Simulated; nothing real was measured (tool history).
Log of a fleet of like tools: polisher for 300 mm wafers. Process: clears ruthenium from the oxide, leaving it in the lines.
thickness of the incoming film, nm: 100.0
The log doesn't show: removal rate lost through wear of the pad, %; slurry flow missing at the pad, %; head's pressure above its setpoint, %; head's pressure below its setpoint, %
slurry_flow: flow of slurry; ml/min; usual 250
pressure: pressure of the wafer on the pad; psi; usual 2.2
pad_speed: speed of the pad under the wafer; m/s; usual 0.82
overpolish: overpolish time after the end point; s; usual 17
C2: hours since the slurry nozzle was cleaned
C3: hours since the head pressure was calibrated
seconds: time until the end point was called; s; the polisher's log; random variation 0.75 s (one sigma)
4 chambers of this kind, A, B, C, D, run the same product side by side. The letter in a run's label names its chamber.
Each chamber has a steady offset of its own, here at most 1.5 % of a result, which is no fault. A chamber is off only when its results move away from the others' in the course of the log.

run 1B day=0.333 | slurry_flow=250 pressure=2.2 pad_speed=0.82 overpolish=17 | wafers_polished_on_this_pad=726 C2=239.7 C3=478.6 | seconds=86.078
run 2D day=0.738 | slurry_flow=250 pressure=2.2 pad_speed=0.82 overpolish=17 | wafers_polished_on_this_pad=216 C2=320.7 C3=206.4 | seconds=83.961
run 3A day=1.025 | slurry_flow=250 pressure=2.2 pad_speed=0.82 overpolish=17 | wafers_polished_on_this_pad=859 C2=80.2 C3=799.6 | seconds=85.683
run 4C day=1.504 | slurry_flow=250 pressure=2.2 pad_speed=0.82 overpolish=17 | wafers_polished_on_this_pad=1088 C2=76.9 C3=753.0 | seconds=83.530
run 5C day=1.983 | slurry_flow=250 pressure=2.2 pad_speed=0.82 overpolish=17 | wafers_polished_on_this_pad=1149 C2=88.4 C3=764.5 | seconds=85.180
-- day=2.008 chamber B: worn pad replaced by a new one
run 6B day=2.454 | slurry_flow=250 pressure=2.6 pad_speed=1.00 overpolish=17 | wafers_polished_on_this_pad=57 C2=290.6 C3=529.5 | seconds=57.780
-- day=2.600 chamber A: worn pad replaced by a new one
-- day=2.758 chamber C: worn pad replaced by a new one
run 7A day=2.825 | slurry_flow=250 pressure=2.6 pad_speed=1.00 overpolish=17 | wafers_polished_on_this_pad=29 C2=123.4 C3=842.8 | seconds=58.790
run 8D day=3.212 | slurry_flow=250 pressure=2.6 pad_speed=1.00 overpolish=17 | wafers_polished_on_this_pad=532 C2=380.1 C3=265.8 | seconds=59.473
run 9C day=3.475 | slurry_flow=250 pressure=2.6 pad_speed=1.00 overpolish=17 | wafers_polished_on_this_pad=91 C2=124.2 C3=800.3 | seconds=59.041
run 10A day=3.700 | slurry_flow=215 pressure=2.2 pad_speed=0.82 overpolish=17 | wafers_polished_on_this_pad=140 C2=144.4 C3=863.8 | seconds=85.356
-- day=3.842 chamber D: worn pad replaced by a new one
run 11B day=4.162 | slurry_flow=215 pressure=2.2 pad_speed=0.82 overpolish=17 | wafers_polished_on_this_pad=275 C2=331.6 C3=570.5 | seconds=86.898
run 12D day=4.525 | slurry_flow=215 pressure=2.2 pad_speed=0.82 overpolish=17 | wafers_polished_on_this_pad=87 C2=411.6 C3=297.3 | seconds=86.561
run 13D day=4.983 | slurry_flow=215 pressure=2.2 pad_speed=0.82 overpolish=17 | wafers_polished_on_this_pad=146 C2=422.6 C3=308.3 | seconds=86.929
run 14C day=5.217 | slurry_flow=250 pressure=2.2 pad_speed=0.58 overpolish=17 | wafers_polished_on_this_pad=313 C2=166.0 C3=842.1 | seconds=124.970
run 15B day=5.608 | slurry_flow=250 pressure=2.2 pad_speed=0.58 overpolish=17 | wafers_polished_on_this_pad=459 C2=366.3 C3=605.2 | seconds=120.610
run 16A day=5.842 | slurry_flow=250 pressure=2.2 pad_speed=0.58 overpolish=17 | wafers_polished_on_this_pad=413 C2=195.8 C3=915.2 | seconds=118.360
run 17A day=6.317 | slurry_flow=250 pressure=2.2 pad_speed=0.58 overpolish=17 | wafers_polished_on_this_pad=474 C2=207.2 C3=926.6 | seconds=118.550
run 18D day=6.567 | slurry_flow=250 pressure=2.2 pad_speed=0.82 overpolish=17 | wafers_polished_on_this_pad=348 C2=460.6 C3=346.3 | seconds=86.025
run 19C day=6.812 | slurry_flow=170 pressure=2.2 pad_speed=0.82 overpolish=26 | wafers_polished_on_this_pad=517 C2=204.3 C3=880.4 | seconds=92.256
-- day=6.858 chamber A: head pressure recalibrated
run 20B day=7.162 | slurry_flow=170 pressure=2.2 pad_speed=0.82 overpolish=26 | wafers_polished_on_this_pad=657 C2=403.6 C3=642.5 | seconds=89.931
run 21B day=7.458 | slurry_flow=170 pressure=2.2 pad_speed=0.82 overpolish=26 | wafers_polished_on_this_pad=695 C2=410.7 C3=649.6 | seconds=90.573
-- day=7.529 chamber D: slurry nozzle cleaned
run 22A day=7.771 | slurry_flow=170 pressure=2.2 pad_speed=0.82 overpolish=26 | wafers_polished_on_this_pad=659 C2=242.1 C3=21.9 | seconds=90.459
run 23C day=8.108 | slurry_flow=250 pressure=2.2 pad_speed=0.82 overpolish=17 | wafers_polished_on_this_pad=682 C2=235.4 C3=911.5 | seconds=90.164
-- day=8.362 chamber D: worn pad replaced by a new one
run 24D day=8.550 | slurry_flow=250 pressure=2.2 pad_speed=0.82 overpolish=17 | wafers_polished_on_this_pad=24 C2=24.5 C3=393.9 | seconds=84.095
run 25D day=8.921 | slurry_flow=250 pressure=2.2 pad_speed=0.82 overpolish=17 | wafers_polished_on_this_pad=71 C2=33.4 C3=402.8 | seconds=84.679
run 26A day=9.300 | slurry_flow=250 pressure=2.2 pad_speed=0.82 overpolish=17 | wafers_polished_on_this_pad=854 C2=278.8 C3=58.6 | seconds=85.250
-- day=9.525 chamber B: worn pad replaced by a new one
run 27B day=9.696 | slurry_flow=250 pressure=2.2 pad_speed=0.82 overpolish=17 | wafers_polished_on_this_pad=22 C2=464.4 C3=703.3 | seconds=85.062
run 28C day=10.025 | slurry_flow=250 pressure=2.2 pad_speed=0.82 overpolish=17 | wafers_polished_on_this_pad=927 C2=281.4 C3=957.5 | seconds=90.524
run 29B day=10.496 | slurry_flow=250 pressure=2.2 pad_speed=0.82 overpolish=17 | wafers_polished_on_this_pad=124 C2=483.6 C3=722.5 | seconds=84.438
-- day=10.662 chamber A: worn pad replaced by a new one
run 30C day=10.808 | slurry_flow=250 pressure=2.2 pad_speed=0.82 overpolish=17 | wafers_polished_on_this_pad=1027 C2=300.2 C3=976.3 | seconds=92.705
run 31D day=11.021 | slurry_flow=250 pressure=2.7 pad_speed=0.82 overpolish=17 | wafers_polished_on_this_pad=339 C2=83.8 C3=453.2 | seconds=69.260
run 32A day=11.483 | slurry_flow=250 pressure=2.7 pad_speed=0.82 overpolish=17 | wafers_polished_on_this_pad=104 C2=331.2 C3=111.0 | seconds=70.177

Next, every chamber runs the same settings. What will each give?
run 33A day=11.829 | slurry_flow=250 pressure=2.2 pad_speed=0.82 overpolish=12 | seconds=?
run 33B day=11.829 | slurry_flow=250 pressure=2.2 pad_speed=0.82 overpolish=12 | seconds=?
run 33C day=11.829 | slurry_flow=250 pressure=2.2 pad_speed=0.82 overpolish=12 | seconds=?
run 33D day=11.829 | slurry_flow=250 pressure=2.2 pad_speed=0.82 overpolish=12 | seconds=?

run=33A seconds=86.109
run=33B seconds=85.161
run=33C seconds=93.826
run=33D seconds=84.279
